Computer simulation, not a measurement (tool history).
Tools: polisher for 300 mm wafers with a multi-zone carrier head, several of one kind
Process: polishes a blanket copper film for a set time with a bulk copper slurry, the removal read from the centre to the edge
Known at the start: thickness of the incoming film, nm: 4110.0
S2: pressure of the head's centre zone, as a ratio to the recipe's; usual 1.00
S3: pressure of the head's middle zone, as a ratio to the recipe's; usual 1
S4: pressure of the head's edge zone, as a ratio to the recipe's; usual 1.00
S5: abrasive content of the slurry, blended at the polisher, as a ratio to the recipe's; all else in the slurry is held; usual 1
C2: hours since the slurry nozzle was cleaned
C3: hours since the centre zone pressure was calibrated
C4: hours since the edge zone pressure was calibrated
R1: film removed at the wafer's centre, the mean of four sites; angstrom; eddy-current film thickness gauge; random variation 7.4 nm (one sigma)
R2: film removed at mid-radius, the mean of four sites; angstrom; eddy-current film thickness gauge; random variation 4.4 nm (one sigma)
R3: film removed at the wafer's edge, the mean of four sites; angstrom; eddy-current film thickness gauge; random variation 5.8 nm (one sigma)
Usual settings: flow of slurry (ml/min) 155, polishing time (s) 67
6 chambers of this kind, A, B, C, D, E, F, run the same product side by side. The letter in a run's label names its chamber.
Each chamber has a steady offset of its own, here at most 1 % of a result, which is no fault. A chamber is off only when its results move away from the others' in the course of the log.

{"run": "1E", "day": 0.179, "flow of slurry (ml/min)": 155, "S2": 1.0, "S3": 1, "S4": 1.0, "S5": 1, "polishing time (s)": 67, "wafers polished on this pad": 753, "C2": 135.9, "C3": 1293.5, "C4": 448.5, "R1": 5070.2, "R2": 5057.4, "R3": 5026.4}
{"run": "2B", "day": 0.342, "flow of slurry (ml/min)": 155, "S2": 1.0, "S3": 1, "S4": 1.0, "S5": 1, "polishing time (s)": 67, "wafers polished on this pad": 970, "C2": 8.4, "C3": 218.9, "C4": 513.7, "R1": 5025.6, "R2": 5065.6, "R3": 5032.4}
{"day": 0.417, "done": "chamber E: edge zone pressure recalibrated"}
{"day": 0.446, "done": "chamber A: worn pad replaced by a new one"}
{"run": "3A", "day": 0.508, "flow of slurry (ml/min)": 155, "S2": 1.0, "S3": 1, "S4": 1.0, "S5": 1, "polishing time (s)": 67, "wafers polished on this pad": 16, "C2": 523.7, "C3": 714.0, "C4": 315.2, "R1": 5135.1, "R2": 5067.0, "R3": 5022.1}
{"day": 0.604, "done": "chamber E: worn pad replaced by a new one"}
{"run": "4D", "day": 0.658, "flow of slurry (ml/min)": 155, "S2": 1.0, "S3": 1, "S4": 1.0, "S5": 1, "polishing time (s)": 67, "wafers polished on this pad": 351, "C2": 321.5, "C3": 219.1, "C4": 232.4, "R1": 5024.5, "R2": 5076.6, "R3": 5067.6}
{"run": "5C", "day": 0.912, "flow of slurry (ml/min)": 155, "S2": 1.0, "S3": 1, "S4": 1.0, "S5": 1, "polishing time (s)": 67, "wafers polished on this pad": 1334, "C2": 80.3, "C3": 628.0, "C4": 405.7, "R1": 5031.7, "R2": 5068.1, "R3": 5131.4}
{"run": "6F", "day": 1.192, "flow of slurry (ml/min)": 155, "S2": 1.0, "S3": 1, "S4": 1.0, "S5": 1, "polishing time (s)": 67, "wafers polished on this pad": 545, "C2": 67.9, "C3": 294.2, "C4": 885.2, "R1": 5063.1, "R2": 5055.8, "R3": 5188.1}
{"day": 1.3, "done": "chamber C: worn pad replaced by a new one"}
{"run": "7C", "day": 1.412, "flow of slurry (ml/min)": 155, "S2": 1.0, "S3": 1, "S4": 1.0, "S5": 1, "polishing time (s)": 67, "wafers polished on this pad": 28, "C2": 92.3, "C3": 640.0, "C4": 417.7, "R1": 4967.9, "R2": 5128.9, "R3": 5094.8}
{"day": 1.517, "done": "chamber A: centre zone pressure recalibrated"}
{"run": "8E", "day": 1.592, "flow of slurry (ml/min)": 155, "S2": 1.0, "S3": 1, "S4": 1.0, "S5": 1, "polishing time (s)": 67, "wafers polished on this pad": 253, "C2": 169.8, "C3": 1327.4, "C4": 28.2, "R1": 5028.4, "R2": 5047.0, "R3": 5096.5}
{"day": 1.683, "done": "chamber A: edge zone pressure recalibrated"}
{"day": 1.775, "done": "chamber B: worn pad replaced by a new one"}
{"run": "9D", "day": 1.829, "flow of slurry (ml/min)": 155, "S2": 1.0, "S3": 1, "S4": 1.0, "S5": 1, "polishing time (s)": 67, "wafers polished on this pad": 651, "C2": 349.6, "C3": 247.2, "C4": 260.5, "R1": 5123.1, "R2": 5075.2, "R3": 5146.9}
{"run": "10F", "day": 2.092, "flow of slurry (ml/min)": 155, "S2": 1.05, "S3": 1, "S4": 1.0, "S5": 1, "polishing time (s)": 60, "wafers polished on this pad": 776, "C2": 89.5, "C3": 315.8, "C4": 906.8, "R1": 4849.9, "R2": 4538.6, "R3": 4568.6}
{"run": "11B", "day": 2.358, "flow of slurry (ml/min)": 155, "S2": 1.05, "S3": 1, "S4": 1.0, "S5": 1, "polishing time (s)": 60, "wafers polished on this pad": 150, "C2": 56.8, "C3": 267.3, "C4": 562.1, "R1": 4735.4, "R2": 4511.3, "R3": 4517.3}
{"run": "12A", "day": 2.646, "flow of slurry (ml/min)": 155, "S2": 1.05, "S3": 1, "S4": 1.0, "S5": 1, "polishing time (s)": 60, "wafers polished on this pad": 564, "C2": 575.0, "C3": 27.1, "C4": 23.2, "R1": 4740.0, "R2": 4473.6, "R3": 4459.1}
{"day": 2.729, "done": "chamber E: centre zone pressure recalibrated"}
{"run": "13F", "day": 2.804, "flow of slurry (ml/min)": 155, "S2": 1.05, "S3": 1, "S4": 1.0, "S5": 1, "polishing time (s)": 60, "wafers polished on this pad": 959, "C2": 106.6, "C3": 332.9, "C4": 923.9, "R1": 4746.7, "R2": 4536.4, "R3": 4593.9}
{"day": 2.829, "done": "chamber A: worn pad replaced by a new one"}
{"run": "14D", "day": 2.95, "flow of slurry (ml/min)": 155, "S2": 1.05, "S3": 1, "S4": 1.0, "S5": 1, "polishing time (s)": 60, "wafers polished on this pad": 939, "C2": 376.5, "C3": 274.1, "C4": 287.4, "R1": 4813.9, "R2": 4538.5, "R3": 4597.0}
{"run": "15B", "day": 3.171, "flow of slurry (ml/min)": 155, "S2": 1.05, "S3": 1, "S4": 1.0, "S5": 1, "polishing time (s)": 60, "wafers polished on this pad": 358, "C2": 76.3, "C3": 286.8, "C4": 581.6, "R1": 4833.0, "R2": 4545.6, "R3": 4539.8}
{"run": "16E", "day": 3.379, "flow of slurry (ml/min)": 155, "S2": 1.0, "S3": 1, "S4": 1.0, "S5": 1, "polishing time (s)": 67, "wafers polished on this pad": 712, "C2": 212.7, "C3": 15.6, "C4": 71.1, "R1": 4440.0, "R2": 5110.8, "R3": 5184.5}
{"run": "17A", "day": 3.542, "flow of slurry (ml/min)": 155, "S2": 1.0, "S3": 1, "S4": 1.0, "S5": 1, "polishing time (s)": 67, "wafers polished on this pad": 182, "C2": 596.5, "C3": 48.6, "C4": 44.7, "R1": 5028.9, "R2": 4995.9, "R3": 5164.4}
{"run": "18C", "day": 3.838, "flow of slurry (ml/min)": 155, "S2": 1.0, "S3": 1, "S4": 1.0, "S5": 1, "polishing time (s)": 67, "wafers polished on this pad": 650, "C2": 150.5, "C3": 698.2, "C4": 475.9, "R1": 4918.2, "R2": 5092.1, "R3": 5113.9}
{"run": "19C", "day": 4.079, "flow of slurry (ml/min)": 155, "S2": 1.0, "S3": 1, "S4": 1.0, "S5": 1, "polishing time (s)": 67, "wafers polished on this pad": 712, "C2": 156.3, "C3": 704.0, "C4": 481.7, "R1": 5027.7, "R2": 5074.2, "R3": 5047.9}
{"run": "20D", "day": 4.283, "flow of slurry (ml/min)": 110, "S2": 1.0, "S3": 1, "S4": 1.0, "S5": 1, "polishing time (s)": 67, "wafers polished on this pad": 1281, "C2": 408.5, "C3": 306.1, "C4": 319.4, "R1": 4548.4, "R2": 4647.2, "R3": 4737.4}
{"run": "21F", "day": 4.521, "flow of slurry (ml/min)": 110, "S2": 1.0, "S3": 1, "S4": 1.0, "S5": 1, "polishing time (s)": 67, "wafers polished on this pad": 1399, "C2": 147.8, "C3": 374.1, "C4": 965.1, "R1": 4617.9, "R2": 4766.1, "R3": 4822.4}
{"day": 4.583, "done": "chamber E: worn pad replaced by a new one"}
{"run": "22E", "day": 4.783, "flow of slurry (ml/min)": 110, "S2": 1.0, "S3": 1, "S4": 1.0, "S5": 1, "polishing time (s)": 67, "wafers polished on this pad": 51, "C2": 246.4, "C3": 49.3, "C4": 104.8, "R1": 4008.2, "R2": 4716.0, "R3": 4889.8}
{"run": "23A", "day": 5.067, "flow of slurry (ml/min)": 110, "S2": 1.0, "S3": 1, "S4": 1.0, "S5": 1, "polishing time (s)": 67, "wafers polished on this pad": 573, "C2": 633.1, "C3": 85.2, "C4": 81.3, "R1": 4632.6, "R2": 4667.8, "R3": 4792.9}
{"day": 5.15, "done": "chamber A: worn pad replaced by a new one"}
{"run": "24B", "day": 5.233, "flow of slurry (ml/min)": 110, "S2": 1.0, "S3": 1, "S4": 1.0, "S5": 1, "polishing time (s)": 67, "wafers polished on this pad": 887, "C2": 125.8, "C3": 336.3, "C4": 631.1, "R1": 4645.2, "R2": 4705.8, "R3": 4890.9}
{"day": 5.412, "done": "chamber D: worn pad replaced by a new one"}
{"day": 5.458, "done": "chamber F: worn pad replaced by a new one"}
{"run": "25E", "day": 5.5, "flow of slurry (ml/min)": 110, "S2": 1.0, "S3": 1, "S4": 1.0, "S5": 1, "polishing time (s)": 67, "wafers polished on this pad": 235, "C2": 263.6, "C3": 66.5, "C4": 122.0, "R1": 3933.4, "R2": 4763.0, "R3": 4854.4}
{"run": "26C", "day": 5.646, "flow of slurry (ml/min)": 155, "S2": 1.0, "S3": 1, "S4": 1.0, "S5": 1, "polishing time (s)": 67, "wafers polished on this pad": 1114, "C2": 193.9, "C3": 741.6, "C4": 519.3, "R1": 5090.0, "R2": 5096.1, "R3": 5024.1}
{"run": "27F", "day": 5.85, "flow of slurry (ml/min)": 155, "S2": 1.0, "S3": 1, "S4": 1.0, "S5": 1, "polishing time (s)": 67, "wafers polished on this pad": 100, "C2": 179.7, "C3": 406.0, "C4": 997.0, "R1": 5052.0, "R2": 5092.2, "R3": 5112.5}
{"day": 5.862, "done": "chamber C: edge zone pressure recalibrated"}
{"run": "28D", "day": 6.05, "flow of slurry (ml/min)": 155, "S2": 1.0, "S3": 1, "S4": 1.0, "S5": 1, "polishing time (s)": 67, "wafers polished on this pad": 163, "C2": 450.9, "C3": 348.5, "C4": 361.8, "R1": 5012.9, "R2": 5049.4, "R3": 5054.6}
{"day": 6.075, "done": "chamber C: centre zone pressure recalibrated"}
{"run": "29A", "day": 6.271, "flow of slurry (ml/min)": 155, "S2": 1.0, "S3": 1, "S4": 1.0, "S5": 1, "polishing time (s)": 67, "wafers polished on this pad": 287, "C2": 662.0, "C3": 114.1, "C4": 110.2, "R1": 5004.7, "R2": 5136.3, "R3": 5076.6}
{"day": 6.308, "done": "chamber B: worn pad replaced by a new one"}
{"day": 6.496, "done": "chamber C: worn pad replaced by a new one"}
{"run": "30B", "day": 6.562, "flow of slurry (ml/min)": 155, "S2": 1.0, "S3": 1, "S4": 1.0, "S5": 1, "polishing time (s)": 67, "wafers polished on this pad": 66, "C2": 157.7, "C3": 368.2, "C4": 663.0, "R1": 4940.2, "R2": 5054.6, "R3": 5030.4}
{"run": "31A", "day": 6.712, "flow of slurry (ml/min)": 200, "S2": 1.0, "S3": 1, "S4": 1.07, "S5": 1, "polishing time (s)": 67, "wafers polished on this pad": 401, "C2": 672.6, "C3": 124.7, "C4": 120.8, "R1": 5285.4, "R2": 5173.4, "R3": 5416.7}
{"run": "32C", "day": 7.008, "flow of slurry (ml/min)": 200, "S2": 1.0, "S3": 1, "S4": 1.07, "S5": 1, "polishing time (s)": 67, "wafers polished on this pad": 131, "C2": 226.6, "C3": 22.5, "C4": 27.5, "R1": 5071.3, "R2": 5389.5, "R3": 5484.2}
{"run": "33E", "day": 7.312, "flow of slurry (ml/min)": 200, "S2": 1.0, "S3": 1, "S4": 1.07, "S5": 1, "polishing time (s)": 67, "wafers polished on this pad": 700, "C2": 307.1, "C3": 110.0, "C4": 165.5, "R1": 4601.4, "R2": 5260.4, "R3": 5356.0}
{"run": "34D", "day": 7.558, "flow of slurry (ml/min)": 200, "S2": 1.0, "S3": 1, "S4": 1.07, "S5": 1, "polishing time (s)": 67, "wafers polished on this pad": 550, "C2": 487.1, "C3": 384.7, "C4": 398.0, "R1": 5246.4, "R2": 5254.4, "R3": 5373.1}
{"run": "35B", "day": 7.717, "flow of slurry (ml/min)": 200, "S2": 1.0, "S3": 1, "S4": 1.07, "S5": 1, "polishing time (s)": 67, "wafers polished on this pad": 362, "C2": 185.4, "C3": 395.9, "C4": 690.7, "R1": 5251.1, "R2": 5303.0, "R3": 5385.2}
{"run": "36F", "day": 7.871, "flow of slurry (ml/min)": 200, "S2": 1.0, "S3": 1, "S4": 1.07, "S5": 1, "polishing time (s)": 67, "wafers polished on this pad": 619, "C2": 228.2, "C3": 454.5, "C4": 1045.5, "R1": 5348.6, "R2": 5247.4, "R3": 5421.2}
{"run": "37C", "day": 8.021, "flow of slurry (ml/min)": 155, "S2": 1.0, "S3": 1, "S4": 1.0, "S5": 1, "polishing time (s)": 67, "wafers polished on this pad": 391, "C2": 250.9, "C3": 46.8, "C4": 51.8, "R1": 5138.7, "R2": 5052.5, "R3": 5080.6}
{"run": "38B", "day": 8.292, "flow of slurry (ml/min)": 155, "S2": 1.0, "S3": 1, "S4": 1.0, "S5": 1, "polishing time (s)": 67, "wafers polished on this pad": 509, "C2": 199.2, "C3": 409.7, "C4": 704.5, "R1": 4959.5, "R2": 5098.0, "R3": 5057.6}
{"run": "39F", "day": 8.433, "flow of slurry (ml/min)": 155, "S2": 1.0, "S3": 1, "S4": 1.0, "S5": 1, "polishing time (s)": 67, "wafers polished on this pad": 763, "C2": 241.7, "C3": 468.0, "C4": 1059.0, "R1": 5106.2, "R2": 5145.3, "R3": 5135.1}

Is one chamber off against the others, does the gauge drift, or is nothing wrong? If a chamber is off, say which, and what the likeliest cause is.

A service left chamber E off against the others.
Cause: centre zone's pressure below its setpoint, % = 11.7.

Here are 4 candidates for chamber E's next run, each the usual settings with a change, their results left as question marks. Which one brings its results back in line with what the others give on the usual settings?
In line means no further than this from the other chambers' mean on the usual settings: R1 260.0 angstrom; R2 150.0 angstrom; R3 200.0 angstrom
{"run": "40E-1", "day": 8.654, "flow of slurry (ml/min)": 150, "S2": 0.96, "S3": 1.01, "S4": 1.01, "S5": 1, "polishing time (s)": 67, "R1": "?", "R2": "?", "R3": "?"}
{"run": "40E-2", "day": 8.654, "flow of slurry (ml/min)": 145, "S2": 0.89, "S3": 1.02, "S4": 1.04, "S5": 1, "polishing time (s)": 66, "R1": "?", "R2": "?", "R3": "?"}
{"run": "40E-3", "day": 8.654, "flow of slurry (ml/min)": 165, "S2": 1.11, "S3": 0.98, "S4": 0.96, "S5": 1, "polishing time (s)": 68, "R1": "?", "R2": "?", "R3": "?"}
{"run": "40E-4", "day": 8.654, "flow of slurry (ml/min)": 160, "S2": 1.04, "S3": 0.99, "S4": 0.99, "S5": 1, "polishing time (s)": 67, "R1": "?", "R2": "?", "R3": "?"}

The other chambers' mean on the usual settings: R1 5037.9 angstrom; R2 5063.9 angstrom; R3 5071.8 angstrom
run=40E-1 R1=4110.5 R2=5069.5 R3=5085.1
run=40E-2 R1=3687.0 R2=5007.7 R3=5063.5
run=40E-3 R1=5008.1 R2=5088.6 R3=5091.2
run=40E-4 R1=4560.0 R2=5035.0 R3=5077.2
40E-3 brings the chamber back in line.
